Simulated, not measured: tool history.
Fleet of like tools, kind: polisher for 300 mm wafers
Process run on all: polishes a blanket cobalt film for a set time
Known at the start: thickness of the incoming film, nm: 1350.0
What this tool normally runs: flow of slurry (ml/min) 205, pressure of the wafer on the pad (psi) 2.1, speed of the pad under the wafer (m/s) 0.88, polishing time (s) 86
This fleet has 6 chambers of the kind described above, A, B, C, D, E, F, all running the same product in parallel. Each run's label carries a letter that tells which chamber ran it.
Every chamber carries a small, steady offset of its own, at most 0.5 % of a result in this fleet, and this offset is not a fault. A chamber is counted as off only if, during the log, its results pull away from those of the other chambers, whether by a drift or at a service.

run,day,flow of slurry (ml/min),pressure of the wafer on the pad (psi),speed of the pad under the wafer (m/s),polishing time (s),wafers polished on this pad,hours since the slurry nozzle was cleaned,hours since the head pressure was calibrated,film removed (Å)
1C,0.379,205,2.1,0.88,86,1009,247.8,1008.1,3224.6
# day 0.392: chamber D: slurry nozzle cleaned
2B,0.721,205,2.1,0.88,86,302,459.7,242.9,3243.6
3F,1.042,205,2.1,0.88,86,1047,388.9,634.9,3206.5
# day 1.112: chamber D: worn pad replaced by a new one
4D,1.383,205,2.1,0.88,86,57,23.9,263.2,3228
5E,1.783,205,2.1,0.88,86,721,410,203.5,3277.3
6A,2.112,205,2.1,0.88,86,506,236.4,778.9,3240.1
# day 2.208: chamber A: slurry nozzle cleaned
# day 2.221: chamber F: worn pad replaced by a new one
7B,2.467,205,2.1,0.88,86,670,501.6,284.8,3215.4
# day 2.542: chamber C: worn pad replaced by a new one
8F,2.888,205,2.1,0.88,86,140,433.2,679.2,3220.5
9A,3.146,205,2.1,0.88,86,723,22.5,803.7,3223.1
# day 3.288: chamber C: slurry nozzle cleaned
10D,3.479,205,2.1,0.88,86,499,74.2,313.5,3273.6
# day 3.667: chamber C: head pressure recalibrated
11E,3.908,205,2.1,0.88,86,1169,461,254.5,3236.5
12C,4.129,205,2.1,0.88,114,335,20.3,11.1,4298.2
# day 4.25: chamber A: head pressure recalibrated
13E,4.467,205,2.1,0.88,114,1287,474.4,267.9,4303.1
14C,4.658,205,2.1,0.88,114,446,33,23.8,4318.8
15A,5.046,205,2.1,0.88,114,1124,68.1,19.2,4324.3
16D,5.383,205,2.1,0.88,114,900,119.9,359.2,4339.2
# day 5.562: chamber E: worn pad replaced by a new one
17B,5.575,205,2.1,0.88,114,1325,576.2,359.4,4110.5
# day 5.95: chamber D: worn pad replaced by a new one
# day 5.967: chamber A: worn pad replaced by a new one
18F,5.971,205,2.1,0.88,86,790,507.2,753.2,3233.6
19A,6.367,205,2.1,0.88,86,85,99.8,50.9,3262.2
# day 6.512: chamber F: slurry nozzle cleaned
20B,6.588,205,2.1,0.88,86,1539,600.5,383.7,3124
# day 6.967: chamber B: worn pad replaced by a new one
21D,7,205,2.1,0.88,86,221,158.7,398,3263.4
22C,7.258,205,2.1,0.88,86,994,95.4,86.2,3213.2
# day 7.35: chamber F: head pressure recalibrated
# day 7.392: chamber F: worn pad replaced by a new one
23E,7.671,205,2.1,0.88,86,444,551.3,344.8,3254.7
24F,8.046,205,2.1,0.88,86,138,36.8,16.7,3191.8
25F,8.362,205,1.5,1.1,86,204,44.4,24.3,2900.1
26E,8.604,205,1.5,1.1,86,641,573.7,367.2,2821.4
27D,8.817,205,1.5,1.1,86,604,202.3,441.6,2902.5
# day 9.062: chamber C: worn pad replaced by a new one
28C,9.092,205,1.5,1.1,86,6,139.4,130.2,2838.1
29A,9.367,205,1.5,1.1,86,717,171.8,122.9,2873.7
30B,9.583,205,1.5,1.1,86,552,672.4,455.6,2684.4
# day 9.612: chamber D: worn pad replaced by a new one
# day 9.783: chamber D: slurry nozzle cleaned
31E,9.8,230,2.6,0.88,86,893,602.4,395.9,4068.2
32D,10.212,230,2.6,0.88,86,127,10.3,475.1,4070.9
33B,10.483,230,2.6,0.88,86,742,694,477.2,3809
34C,10.712,230,2.6,0.88,86,348,178.3,169.1,4092.3
# day 10.883: chamber A: slurry nozzle cleaned
35A,10.967,230,2.6,0.88,86,1054,2.1,161.3,4089
36F,11.342,230,2.6,0.88,86,832,115.9,95.8,4085.1
37D,11.617,205,2.1,0.88,86,423,44,508.8,3251.4
38E,11.846,205,2.1,0.88,86,1325,651.5,445,3202.8
39A,12.258,205,2.1,0.88,86,1327,33.1,192.3,3273
40B,12.533,205,2.1,0.88,86,1174,743.2,526.4,2992.9
# day 12.762: chamber F: worn pad replaced by a new one
# day 12.812: chamber B: worn pad replaced by a new one
41C,12.933,205,2.1,0.88,86,816,231.6,222.4,3245.3
42F,13.188,170,2.1,0.88,86,90,160.2,140.1,3160.8
43B,13.629,170,2.1,0.88,86,172,769.5,552.7,2864.6
44C,13.971,170,2.1,0.88,86,1034,256.5,247.3,3123.2

Each of the 6 chambers runs these same settings next. Fill in every chamber's results:
45A,14.288,205,2.1,0.88,86,,,,?
45B,14.288,205,2.1,0.88,86,,,,?
45C,14.288,205,2.1,0.88,86,,,,?
45D,14.288,205,2.1,0.88,86,,,,?
45E,14.288,205,2.1,0.88,86,,,,?
45F,14.288,205,2.1,0.88,86,,,,?

run,film removed (Å)
45A,3268.3
45B,2941.8
45C,3207
45D,3252.8
45E,3240.8
45F,3267.3

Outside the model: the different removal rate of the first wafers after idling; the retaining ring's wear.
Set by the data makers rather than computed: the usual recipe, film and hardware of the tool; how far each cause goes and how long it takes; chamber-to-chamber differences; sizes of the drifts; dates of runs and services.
